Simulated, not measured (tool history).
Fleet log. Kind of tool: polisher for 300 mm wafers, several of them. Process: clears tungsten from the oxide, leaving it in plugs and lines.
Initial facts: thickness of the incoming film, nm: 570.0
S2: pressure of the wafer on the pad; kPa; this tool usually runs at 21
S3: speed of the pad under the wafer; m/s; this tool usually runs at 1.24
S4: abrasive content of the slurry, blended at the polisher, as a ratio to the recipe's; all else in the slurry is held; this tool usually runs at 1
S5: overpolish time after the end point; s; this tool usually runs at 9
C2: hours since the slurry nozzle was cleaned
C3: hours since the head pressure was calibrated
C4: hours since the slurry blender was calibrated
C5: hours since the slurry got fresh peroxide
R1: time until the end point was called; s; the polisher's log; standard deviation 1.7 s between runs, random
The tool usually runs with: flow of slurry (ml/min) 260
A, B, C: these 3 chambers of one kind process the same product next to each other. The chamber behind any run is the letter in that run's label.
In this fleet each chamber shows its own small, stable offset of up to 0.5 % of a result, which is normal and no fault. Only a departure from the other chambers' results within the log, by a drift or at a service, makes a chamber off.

-- day=0.088 chamber B: slurry tank refilled with fresh slurry and peroxide
run 1B day=0.308 | flow_of_slurry_(ml/min)=260 S2=21 S3=1.24 S4=1 S5=9 | wafers_polished_on_this_pad=146 C2=413.6 C3=657.3 C4=30.8 C5=5.3 | R1=112.9
run 2A day=0.521 | flow_of_slurry_(ml/min)=260 S2=21 S3=1.24 S4=1 S5=9 | wafers_polished_on_this_pad=331 C2=146.4 C3=656.6 C4=94 C5=47.8 | R1=112.91
run 3C day=0.767 | flow_of_slurry_(ml/min)=260 S2=21 S3=1.24 S4=1 S5=9 | wafers_polished_on_this_pad=270 C2=353.9 C3=551.3 C4=412.5 C5=54.7 | R1=112.56
run 4C day=1.121 | flow_of_slurry_(ml/min)=260 S2=21 S3=1.24 S4=1 S5=9 | wafers_polished_on_this_pad=306 C2=362.4 C3=559.8 C4=421 C5=63.2 | R1=110.87
run 5A day=1.525 | flow_of_slurry_(ml/min)=260 S2=21 S3=1.24 S4=1 S5=9 | wafers_polished_on_this_pad=435 C2=170.5 C3=680.7 C4=118.1 C5=71.9 | R1=111.84
run 6B day=1.725 | flow_of_slurry_(ml/min)=260 S2=21 S3=1.24 S4=1 S5=9 | wafers_polished_on_this_pad=293 C2=447.6 C3=691.3 C4=64.8 C5=39.3 | R1=112.38
run 7B day=2.05 | flow_of_slurry_(ml/min)=195 S2=21 S3=1.24 S4=1 S5=9 | wafers_polished_on_this_pad=326 C2=455.4 C3=699.1 C4=72.6 C5=47.1 | R1=111.95
run 8C day=2.392 | flow_of_slurry_(ml/min)=195 S2=21 S3=1.24 S4=1 S5=9 | wafers_polished_on_this_pad=437 C2=392.9 C3=590.3 C4=451.5 C5=93.7 | R1=118.22
-- day=2.438 chamber C: slurry blender recalibrated
-- day=2.575 chamber A: worn pad replaced by a new one
run 9A day=2.608 | flow_of_slurry_(ml/min)=195 S2=21 S3=1.24 S4=1 S5=9 | wafers_polished_on_this_pad=3 C2=196.5 C3=706.7 C4=144.1 C5=97.9 | R1=116.54
-- day=2.8 chamber C: slurry nozzle cleaned
run 10C day=2.925 | flow_of_slurry_(ml/min)=260 S2=21 S3=1.24 S4=1 S5=9 | wafers_polished_on_this_pad=492 C2=3.1 C3=603.1 C4=11.7 C5=106.5 | R1=113.89
-- day=3.008 chamber B: slurry tank refilled with fresh slurry and peroxide
run 11A day=3.346 | flow_of_slurry_(ml/min)=260 S2=21 S3=1.24 S4=1 S5=9 | wafers_polished_on_this_pad=79 C2=214.2 C3=724.4 C4=161.8 C5=115.6 | R1=112.23
run 12B day=3.671 | flow_of_slurry_(ml/min)=260 S2=21 S3=1.24 S4=1 S5=9 | wafers_polished_on_this_pad=494 C2=494.3 C3=738 C4=111.5 C5=16 | R1=113.01
run 13C day=4.042 | flow_of_slurry_(ml/min)=260 S2=21 S3=1.24 S4=0.85 S5=6 | wafers_polished_on_this_pad=608 C2=29.9 C3=629.9 C4=38.5 C5=133.3 | R1=120.66
run 14A day=4.454 | flow_of_slurry_(ml/min)=260 S2=21 S3=1.24 S4=0.85 S5=6 | wafers_polished_on_this_pad=194 C2=240.8 C3=751 C4=188.4 C5=142.2 | R1=116.52
-- day=4.471 chamber A: slurry blender recalibrated
run 15B day=4.721 | flow_of_slurry_(ml/min)=260 S2=21 S3=1.24 S4=0.85 S5=6 | wafers_polished_on_this_pad=602 C2=519.5 C3=763.2 C4=136.7 C5=41.2 | R1=114.82
run 16C day=4.938 | flow_of_slurry_(ml/min)=260 S2=21 S3=1.24 S4=1 S5=9 | wafers_polished_on_this_pad=700 C2=51.4 C3=651.4 C4=60 C5=154.8 | R1=120
-- day=4.979 chamber A: slurry tank refilled with fresh slurry and peroxide
run 17B day=5.35 | flow_of_slurry_(ml/min)=260 S2=21 S3=1.24 S4=1 S5=9 | wafers_polished_on_this_pad=667 C2=534.6 C3=778.3 C4=151.8 C5=56.3 | R1=113.78
run 18A day=5.667 | flow_of_slurry_(ml/min)=260 S2=21 S3=1.24 S4=1 S5=9 | wafers_polished_on_this_pad=319 C2=269.9 C3=780.1 C4=28.7 C5=16.6 | R1=111.09
run 19B day=5.879 | flow_of_slurry_(ml/min)=260 S2=21 S3=1.24 S4=1 S5=9 | wafers_polished_on_this_pad=721 C2=547.3 C3=791 C4=164.5 C5=69 | R1=112.35
run 20C day=6.217 | flow_of_slurry_(ml/min)=260 S2=21 S3=1.24 S4=1 S5=9 | wafers_polished_on_this_pad=832 C2=82.1 C3=682.1 C4=90.7 C5=185.5 | R1=124.01
run 21A day=6.6 | flow_of_slurry_(ml/min)=260 S2=21 S3=1.24 S4=1 S5=9 | wafers_polished_on_this_pad=415 C2=292.3 C3=802.5 C4=51.1 C5=39 | R1=112.88
-- day=6.671 chamber B: slurry tank refilled with fresh slurry and peroxide
-- day=6.679 chamber C: worn pad replaced by a new one
run 22A day=6.946 | flow_of_slurry_(ml/min)=260 S2=21 S3=1.24 S4=1 S5=9 | wafers_polished_on_this_pad=451 C2=300.6 C3=810.8 C4=59.4 C5=47.3 | R1=112.17
run 23B day=7.179 | flow_of_slurry_(ml/min)=260 S2=21 S3=1.24 S4=1 S5=9 | wafers_polished_on_this_pad=856 C2=578.5 C3=822.2 C4=195.7 C5=12.2 | R1=115.68
run 24C day=7.375 | flow_of_slurry_(ml/min)=260 S2=21 S3=1.24 S4=1 S5=9 | wafers_polished_on_this_pad=72 C2=109.9 C3=709.9 C4=118.5 C5=213.3 | R1=128.53

Next, all 3 chambers run the settings below, one line each with question marks for the results. What does each chamber give?
run 25A day=7.679 | flow_of_slurry_(ml/min)=260 S2=21 S3=1.24 S4=1 S5=9 | R1=?
run 25B day=7.679 | flow_of_slurry_(ml/min)=260 S2=21 S3=1.24 S4=1 S5=9 | R1=?
run 25C day=7.679 | flow_of_slurry_(ml/min)=260 S2=21 S3=1.24 S4=1 S5=9 | R1=?

run=25A R1=111
run=25B R1=112.81
run=25C R1=127.3
